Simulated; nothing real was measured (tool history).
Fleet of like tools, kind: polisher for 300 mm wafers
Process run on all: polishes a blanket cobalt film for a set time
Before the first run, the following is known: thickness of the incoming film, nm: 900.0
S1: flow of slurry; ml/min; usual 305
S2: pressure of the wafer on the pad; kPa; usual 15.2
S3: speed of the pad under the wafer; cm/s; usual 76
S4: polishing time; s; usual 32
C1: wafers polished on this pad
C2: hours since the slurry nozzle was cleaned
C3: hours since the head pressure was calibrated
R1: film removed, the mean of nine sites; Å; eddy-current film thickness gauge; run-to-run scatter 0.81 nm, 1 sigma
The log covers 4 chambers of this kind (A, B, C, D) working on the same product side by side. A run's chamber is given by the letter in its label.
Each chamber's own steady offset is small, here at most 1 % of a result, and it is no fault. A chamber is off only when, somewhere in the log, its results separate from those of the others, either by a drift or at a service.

Run 1C, hour 12.3: usual settings; C1 464; C2 505.5; C3 177.7. Result: R1 1152.3 Å.
Run 2D, hour 20.6: usual settings; C1 755; C2 168.3; C3 729.2. Result: R1 1166.5 Å.
Run 3B, hour 35: usual settings; C1 680; C2 88.7; C3 141.2. Result: R1 1177.5 Å.
Run 4A, hour 50.5: usual settings; C1 1161; C2 273.9; C3 445. Result: R1 1159 Å.
At hour 54.4: chamber D: worn pad replaced by a new one.
Run 5C, hour 62.2: usual settings; C1 1160; C2 555.4; C3 227.6. Result: R1 1162.1 Å.
At hour 64.6: chamber D: head pressure recalibrated.
At hour 66.7: chamber C: slurry nozzle cleaned.
At hour 69.6: chamber A: worn pad replaced by a new one.
Run 6B, hour 71.1: usual settings; C1 1184; C2 124.8; C3 177.3. Result: R1 1165.1 Å.
At hour 73.6: chamber B: worn pad replaced by a new one.
Run 7A, hour 79.2: usual settings; C1 134; C2 302.6; C3 473.7. Result: R1 1150.3 Å.
At hour 84.8: chamber C: worn pad replaced by a new one.
Run 8D, hour 92.5: usual settings but S4 29 s; C1 532; C2 240.2; C3 28. Result: R1 1055.3 Å.
At hour 98.4: chamber C: head pressure recalibrated.
Run 9C, hour 100.1: usual settings but S4 29 s; C1 213; C2 33.5; C3 1.8. Result: R1 1045.8 Å.
At hour 115.7: chamber A: slurry nozzle cleaned.
Run 10A, hour 115.7: usual settings but S4 29 s; C1 644; C2 0; C3 510.2. Result: R1 1065.9 Å.
Run 11B, hour 128.9: usual settings but S4 29 s; C1 772; C2 182.6; C3 235.1. Result: R1 1064.2 Å.
At hour 142.3: chamber D: worn pad replaced by a new one.
Run 12D, hour 143.9: usual settings; C1 23; C2 291.6; C3 79.4. Result: R1 1171.1 Å.
At hour 152.5: chamber A: worn pad replaced by a new one.
Run 13D, hour 158.5: usual settings; C1 226; C2 306.2; C3 94. Result: R1 1161.4 Å.
At hour 160: chamber B: worn pad replaced by a new one.
Run 14B, hour 169: usual settings; C1 126; C2 222.7; C3 275.2. Result: R1 1169.4 Å.
Run 15C, hour 176.2: usual settings; C1 1276; C2 109.6; C3 77.9. Result: R1 1142 Å.
Run 16A, hour 185.1: usual settings but S4 25 s; C1 456; C2 69.4; C3 579.6. Result: R1 904.19 Å.
At hour 189.3: chamber C: worn pad replaced by a new one.
Run 17C, hour 197.1: usual settings but S4 25 s; C1 109; C2 130.5; C3 98.8. Result: R1 900.32 Å.
Run 18B, hour 205.9: usual settings but S4 25 s; C1 641; C2 259.6; C3 312.1. Result: R1 914.6 Å.
Run 19A, hour 219.6: usual settings but S4 25 s; C1 937; C2 103.9; C3 614.1. Result: R1 910.98 Å.
Run 20D, hour 227.8: usual settings; C1 1194; C2 375.5; C3 163.3. Result: R1 1151.8 Å.
At hour 239.1: chamber D: worn pad replaced by a new one.
At hour 241.1: chamber A: worn pad replaced by a new one.
Run 21D, hour 241.2: usual settings; C1 29; C2 388.9; C3 176.7. Result: R1 1165.3 Å.
At hour 247.4: chamber B: worn pad replaced by a new one.
Run 22A, hour 248.1: usual settings; C1 98; C2 132.4; C3 642.6. Result: R1 1178.6 Å.
Run 23C, hour 259.8: usual settings; C1 985; C2 193.2; C3 161.5. Result: R1 1158.3 Å.
Run 24B, hour 267.1: usual settings; C1 275; C2 320.8; C3 373.3. Result: R1 1167.8 Å.
Run 25A, hour 276.9: usual settings; C1 501; C2 161.2; C3 671.4. Result: R1 1176.6 Å.
Run 26B, hour 291.3: usual settings; C1 613; C2 345; C3 397.5. Result: R1 1186.6 Å.
At hour 291.9: chamber C: worn pad replaced by a new one.
Run 27C, hour 306.3: usual settings; C1 201; C2 239.7; C3 208. Result: R1 1168.6 Å.
Run 28D, hour 315: usual settings; C1 1059; C2 462.7; C3 250.5. Result: R1 1162.4 Å.
At hour 320.8: chamber D: slurry nozzle cleaned.
At hour 323.6: chamber D: worn pad replaced by a new one.
Run 29D, hour 326.7: usual settings; C1 43; C2 5.9; C3 262.2. Result: R1 1176.4 Å.
Run 30B, hour 341.2: usual settings; C1 1310; C2 394.9; C3 447.4. Result: R1 1174.3 Å.
At hour 344.1: chamber A: worn pad replaced by a new one.
Run 31A, hour 349.4: usual settings; C1 74; C2 233.7; C3 743.9. Result: R1 1159 Å.
At hour 352: chamber B: worn pad replaced by a new one.
Run 32C, hour 359.4: usual settings; C1 942; C2 292.8; C3 261.1. Result: R1 1163.7 Å.
At hour 370.3: chamber C: head pressure recalibrated.
Run 33A, hour 370.6: usual settings; C1 370; C2 254.9; C3 765.1. Result: R1 1166.7 Å.
Run 34B, hour 382.3: usual settings; C1 423; C2 436; C3 488.5. Result: R1 1165.4 Å.
At hour 392.4: chamber C: worn pad replaced by a new one.
Run 35C, hour 393.1: usual settings; C1 10; C2 326.5; C3 22.8. Result: R1 1160.4 Å.
Run 36D, hour 400.3: usual settings; C1 1071; C2 79.5; C3 335.8. Result: R1 1154.4 Å.
At hour 409: chamber D: worn pad replaced by a new one.
Run 37B, hour 411.4: usual settings; C1 829; C2 465.1; C3 517.6. Result: R1 1167.9 Å.
Run 38C, hour 418.2: usual settings; C1 360; C2 351.6; C3 47.9. Result: R1 1167.5 Å.
Run 39A, hour 425.6: usual settings; C1 1138; C2 309.9; C3 820.1. Result: R1 1153.3 Å.
Run 40D, hour 434.5: usual settings; C1 356; C2 113.7; C3 370. Result: R1 1171.8 Å.
At hour 434.8: chamber A: worn pad replaced by a new one.
At hour 439.7: chamber B: head pressure recalibrated.
At hour 440.2: chamber B: worn pad replaced by a new one.
Run 41B, hour 443.7: usual settings; C1 49; C2 497.4; C3 4. Result: R1 1179.4 Å.
Run 42C, hour 455.7: usual settings; C1 884; C2 389.1; C3 85.4. Result: R1 1164.5 Å.
Run 43D, hour 467.4: usual settings; C1 815; C2 146.6; C3 402.9. Result: R1 1164.7 Å.
Run 44A, hour 475.4: usual settings; C1 567; C2 359.7; C3 869.9. Result: R1 1167.9 Å.

Is one chamber off against the others, does the gauge drift, or is nothing wrong? If a chamber is off, say which, and what the likeliest cause is.

Nothing is wrong: each chamber keeps only its own small, steady offset and the gauge holds still.
